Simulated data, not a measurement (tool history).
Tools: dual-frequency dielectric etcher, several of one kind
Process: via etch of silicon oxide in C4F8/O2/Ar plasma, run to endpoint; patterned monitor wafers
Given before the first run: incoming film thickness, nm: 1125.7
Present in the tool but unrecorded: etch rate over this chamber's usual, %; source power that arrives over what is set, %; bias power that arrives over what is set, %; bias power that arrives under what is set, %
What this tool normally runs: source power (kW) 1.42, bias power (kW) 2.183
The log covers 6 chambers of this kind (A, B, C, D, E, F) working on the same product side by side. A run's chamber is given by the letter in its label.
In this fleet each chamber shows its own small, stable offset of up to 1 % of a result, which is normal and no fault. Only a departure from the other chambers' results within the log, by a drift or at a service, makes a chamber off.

| run | day | source power (kW) | bias power (kW) | hours since the last wet clean | hours since the last source power generator calibration | hours since the last bias power generator calibration | endpoint time (s) |
|---|---|---|---|---|---|---|---|
| 1B | 0.192 | 1.42 | 2.183 | 195.9 | 2986.5 | 1599.1 | 245.17 |
| 2E | 0.317 | 1.42 | 2.183 | 403.6 | 2243.3 | 266.7 | 246.95 |
| 3F | 0.421 | 1.42 | 2.183 | 208 | 2762 | 915.3 | 245.18 |
| 4C | 0.608 | 1.42 | 2.183 | 216.5 | 1878.9 | 643.4 | 247.51 |
| 5D | 0.704 | 1.42 | 2.183 | 350.3 | 2721.8 | 3267.1 | 247.78 |
| 6A | 0.892 | 1.42 | 2.183 | 346.9 | 1318.3 | 1775.6 | 248.2 |
| 7F | 1.029 | 1.42 | 2.183 | 222.6 | 2776.6 | 929.9 | 249.05 |
| 8E | 1.242 | 1.42 | 2.183 | 425.8 | 2265.5 | 288.9 | 245.33 |
| 9C | 1.333 | 1.42 | 2.183 | 233.9 | 1896.3 | 660.8 | 250.08 |
| 10B | 1.508 | 1.58 | 2.603 | 227.5 | 3018.1 | 1630.7 | 223.25 |
| 11A | 1.679 | 1.58 | 2.603 | 365.8 | 1337.2 | 1794.5 | 225.7 |
|  | 1.721 | chamber D: wet clean of the chamber |
| 12D | 1.821 | 1.58 | 2.603 | 2.5 | 2748.6 | 3293.9 | 224.48 |
| 13B | 2.025 | 1.58 | 2.603 | 239.9 | 3030.5 | 1643.1 | 222.39 |
| 14F | 2.179 | 1.58 | 2.603 | 250.2 | 2804.2 | 957.5 | 224.24 |
| 15D | 2.371 | 1.58 | 2.603 | 15.7 | 2761.8 | 3307.1 | 225 |
| 16E | 2.562 | 1.42 | 1.697 | 457.5 | 2297.2 | 320.6 | 265.23 |
| 17A | 2.671 | 1.42 | 1.697 | 389.6 | 1361 | 1818.3 | 266.1 |
| 18C | 2.846 | 1.42 | 1.697 | 270.2 | 1932.6 | 697.1 | 267.18 |
| 19F | 3.05 | 1.42 | 1.697 | 271.1 | 2825.1 | 978.4 | 264.87 |
| 20C | 3.221 | 1.42 | 1.697 | 279.2 | 1941.6 | 706.1 | 266.53 |
| 21E | 3.408 | 1.42 | 1.697 | 477.8 | 2317.5 | 340.9 | 261.45 |
| 22A | 3.592 | 1.42 | 2.498 | 411.7 | 1383.1 | 1840.4 | 240.12 |
| 23D | 3.696 | 1.42 | 2.498 | 47.5 | 2793.6 | 3338.9 | 238.08 |
| 24B | 3.85 | 1.42 | 2.498 | 283.7 | 3074.3 | 1686.9 | 236.92 |
| 25F | 4.038 | 1.42 | 2.498 | 294.8 | 2848.8 | 1002.1 | 236.87 |
| 26C | 4.192 | 1.42 | 2.498 | 302.5 | 1964.9 | 729.4 | 238.67 |
|  | 4.254 | chamber E: wet clean of the chamber |
| 27B | 4.288 | 1.42 | 2.498 | 294.2 | 3084.8 | 1697.4 | 235.52 |
| 28A | 4.425 | 1.42 | 2.183 | 431.7 | 1403.1 | 1860.4 | 247.73 |
| 29E | 4.592 | 1.42 | 2.183 | 8.1 | 2345.9 | 369.3 | 244.46 |
| 30D | 4.692 | 1.42 | 2.183 | 71.4 | 2817.5 | 3362.8 | 248.57 |
| 31F | 4.888 | 1.42 | 2.183 | 315.2 | 2869.2 | 1022.5 | 246.03 |
| 32B | 5.067 | 1.42 | 2.183 | 312.9 | 3103.5 | 1716.1 | 246.44 |
| 33A | 5.204 | 1.42 | 2.183 | 450.4 | 1421.8 | 1879.1 | 247.95 |
| 34E | 5.308 | 1.42 | 2.183 | 25.3 | 2363.1 | 386.5 | 244.13 |
| 35D | 5.475 | 1.42 | 2.183 | 90.2 | 2836.3 | 3381.6 | 250.22 |
| 36C | 5.654 | 1.42 | 2.183 | 337.6 | 2000 | 764.5 | 249.87 |

Predict what each chamber gives when all 6 of them run the settings below next.
| 37A | 5.804 | 1.07 | 2.183 |  |  |  | ? |
| 37B | 5.804 | 1.07 | 2.183 |  |  |  | ? |
| 37C | 5.804 | 1.07 | 2.183 |  |  |  | ? |
| 37D | 5.804 | 1.07 | 2.183 |  |  |  | ? |
| 37E | 5.804 | 1.07 | 2.183 |  |  |  | ? |
| 37F | 5.804 | 1.07 | 2.183 |  |  |  | ? |

| run | endpoint time (s) |
|---|---|
| 37A | 276.04 |
| 37B | 274.81 |
| 37C | 278.13 |
| 37D | 277.75 |
| 37E | 275.64 |
| 37F | 276.99 |
